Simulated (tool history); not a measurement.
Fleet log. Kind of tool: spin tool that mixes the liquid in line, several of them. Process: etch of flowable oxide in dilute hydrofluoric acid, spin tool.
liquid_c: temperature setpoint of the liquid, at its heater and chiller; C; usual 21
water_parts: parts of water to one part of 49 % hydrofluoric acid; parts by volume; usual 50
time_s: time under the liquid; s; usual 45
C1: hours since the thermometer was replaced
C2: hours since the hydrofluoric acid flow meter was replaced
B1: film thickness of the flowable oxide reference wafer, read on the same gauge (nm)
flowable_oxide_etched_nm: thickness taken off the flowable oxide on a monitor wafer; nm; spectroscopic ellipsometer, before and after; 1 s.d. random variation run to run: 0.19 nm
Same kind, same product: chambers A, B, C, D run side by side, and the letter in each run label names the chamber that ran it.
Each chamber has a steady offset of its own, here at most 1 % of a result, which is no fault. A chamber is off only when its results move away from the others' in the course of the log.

run 1B hour=10 | liquid_c=21 water_parts=50 time_s=45 | C1=1006.9 C2=1014 | B1=30.001 | flowable_oxide_etched_nm=22.952
run 2A hour=19.1 | liquid_c=21 water_parts=50 time_s=45 | C1=909.4 C2=555.8 | B1=30.015 | flowable_oxide_etched_nm=22.441
run 3C hour=25.2 | liquid_c=21 water_parts=50 time_s=45 | C1=970.8 C2=105.7 | B1=29.996 | flowable_oxide_etched_nm=22.434
run 4D hour=32.3 | liquid_c=21 water_parts=50 time_s=45 | C1=143 C2=1162.2 | B1=29.958 | flowable_oxide_etched_nm=22.698
run 5B hour=43.8 | liquid_c=21 water_parts=50 time_s=45 | C1=1040.7 C2=1047.8 | B1=30.011 | flowable_oxide_etched_nm=22.841
run 6D hour=54.5 | liquid_c=21 water_parts=50 time_s=45 | C1=165.2 C2=1184.4 | B1=29.975 | flowable_oxide_etched_nm=22.504
run 7A hour=61.5 | liquid_c=26 water_parts=50 time_s=45 | C1=951.8 C2=598.2 | B1=29.962 | flowable_oxide_etched_nm=28.192
run 8C hour=71.8 | liquid_c=26 water_parts=50 time_s=45 | C1=1017.4 C2=152.3 | B1=30.004 | flowable_oxide_etched_nm=27.34
run 9D hour=81.1 | liquid_c=26 water_parts=50 time_s=45 | C1=191.8 C2=1211 | B1=30.016 | flowable_oxide_etched_nm=28.233
run 10C hour=90.9 | liquid_c=26 water_parts=50 time_s=45 | C1=1036.5 C2=171.4 | B1=30.034 | flowable_oxide_etched_nm=27.507
run 11A hour=97 | liquid_c=21 water_parts=50 time_s=45 | C1=987.3 C2=633.7 | B1=30.039 | flowable_oxide_etched_nm=22.522
run 12B hour=104 | liquid_c=21 water_parts=50 time_s=45 | C1=1100.9 C2=1108 | B1=29.963 | flowable_oxide_etched_nm=22.55
-- hour=106.8 chamber D: hydrofluoric acid flow meter replaced
run 13A hour=112.9 | liquid_c=21 water_parts=50 time_s=45 | C1=1003.2 C2=649.6 | B1=30.016 | flowable_oxide_etched_nm=22.33
run 14B hour=118.4 | liquid_c=21 water_parts=50 time_s=45 | C1=1115.3 C2=1122.4 | B1=29.958 | flowable_oxide_etched_nm=22.709
run 15C hour=126.3 | liquid_c=21 water_parts=50 time_s=45 | C1=1071.9 C2=206.8 | B1=30.07 | flowable_oxide_etched_nm=22.616
run 16D hour=132.1 | liquid_c=21 water_parts=50 time_s=45 | C1=242.8 C2=25.4 | B1=30.016 | flowable_oxide_etched_nm=22.665
run 17C hour=141.3 | liquid_c=21 water_parts=50 time_s=45 | C1=1086.9 C2=221.8 | B1=30.009 | flowable_oxide_etched_nm=22.34
run 18A hour=151.3 | liquid_c=21 water_parts=25 time_s=45 | C1=1041.6 C2=688 | B1=29.953 | flowable_oxide_etched_nm=45.994
run 19B hour=159.3 | liquid_c=21 water_parts=25 time_s=45 | C1=1156.2 C2=1163.3 | B1=29.995 | flowable_oxide_etched_nm=45.457
run 20D hour=170 | liquid_c=21 water_parts=25 time_s=45 | C1=280.7 C2=63.3 | B1=30.047 | flowable_oxide_etched_nm=46.163
run 21C hour=181.5 | liquid_c=21 water_parts=25 time_s=45 | C1=1127.1 C2=262 | B1=30.032 | flowable_oxide_etched_nm=46.409
run 22A hour=192.2 | liquid_c=21 water_parts=50 time_s=45 | C1=1082.5 C2=728.9 | B1=29.979 | flowable_oxide_etched_nm=22.886
-- hour=197.4 chamber A: thermometer replaced
run 23D hour=200.1 | liquid_c=25 water_parts=50 time_s=35 | C1=310.8 C2=93.4 | B1=29.957 | flowable_oxide_etched_nm=20.52
run 24B hour=208.3 | liquid_c=25 water_parts=50 time_s=35 | C1=1205.2 C2=1212.3 | B1=30.053 | flowable_oxide_etched_nm=20.73
run 25C hour=216.4 | liquid_c=25 water_parts=50 time_s=35 | C1=1162 C2=296.9 | B1=30.027 | flowable_oxide_etched_nm=20.628
run 26B hour=226.2 | liquid_c=25 water_parts=50 time_s=35 | C1=1223.1 C2=1230.2 | B1=29.994 | flowable_oxide_etched_nm=21.002
run 27A hour=235.1 | liquid_c=21 water_parts=50 time_s=45 | C1=37.8 C2=771.8 | B1=29.936 | flowable_oxide_etched_nm=22.359
run 28D hour=242 | liquid_c=21 water_parts=50 time_s=45 | C1=352.7 C2=135.3 | B1=29.997 | flowable_oxide_etched_nm=22.852
run 29B hour=253.3 | liquid_c=21 water_parts=50 time_s=45 | C1=1250.2 C2=1257.3 | B1=29.964 | flowable_oxide_etched_nm=22.735
run 30A hour=263.4 | liquid_c=21 water_parts=50 time_s=45 | C1=66.1 C2=800.1 | B1=29.977 | flowable_oxide_etched_nm=22.469
run 31C hour=273.1 | liquid_c=21 water_parts=50 time_s=30 | C1=1218.7 C2=353.6 | B1=29.999 | flowable_oxide_etched_nm=15.011
run 32D hour=283.8 | liquid_c=21 water_parts=50 time_s=30 | C1=394.5 C2=177.1 | B1=30.023 | flowable_oxide_etched_nm=14.987
run 33A hour=294.2 | liquid_c=21 water_parts=50 time_s=30 | C1=96.9 C2=830.9 | B1=30.007 | flowable_oxide_etched_nm=15.22
run 34C hour=302.9 | liquid_c=21 water_parts=50 time_s=30 | C1=1248.5 C2=383.4 | B1=30.03 | flowable_oxide_etched_nm=14.901
run 35D hour=313.7 | liquid_c=21 water_parts=50 time_s=30 | C1=424.4 C2=207 | B1=29.976 | flowable_oxide_etched_nm=15.151
run 36B hour=321.8 | liquid_c=21 water_parts=50 time_s=30 | C1=1318.7 C2=1325.8 | B1=29.996 | flowable_oxide_etched_nm=15.21
run 37A hour=330.1 | liquid_c=21 water_parts=50 time_s=30 | C1=132.8 C2=866.8 | B1=30.002 | flowable_oxide_etched_nm=14.856
run 38D hour=339.8 | liquid_c=21 water_parts=50 time_s=30 | C1=450.5 C2=233.1 | B1=29.958 | flowable_oxide_etched_nm=15.347

Each of the 4 chambers runs these same settings next. Fill in every chamber's results:
run 39A hour=348.1 | liquid_c=18 water_parts=50 time_s=45 | flowable_oxide_etched_nm=?
run 39B hour=348.1 | liquid_c=18 water_parts=50 time_s=45 | flowable_oxide_etched_nm=?
run 39C hour=348.1 | liquid_c=18 water_parts=50 time_s=45 | flowable_oxide_etched_nm=?
run 39D hour=348.1 | liquid_c=18 water_parts=50 time_s=45 | flowable_oxide_etched_nm=?

run=39A flowable_oxide_etched_nm=19.993
run=39B flowable_oxide_etched_nm=19.843
run=39C flowable_oxide_etched_nm=19.99
run=39D flowable_oxide_etched_nm=19.762
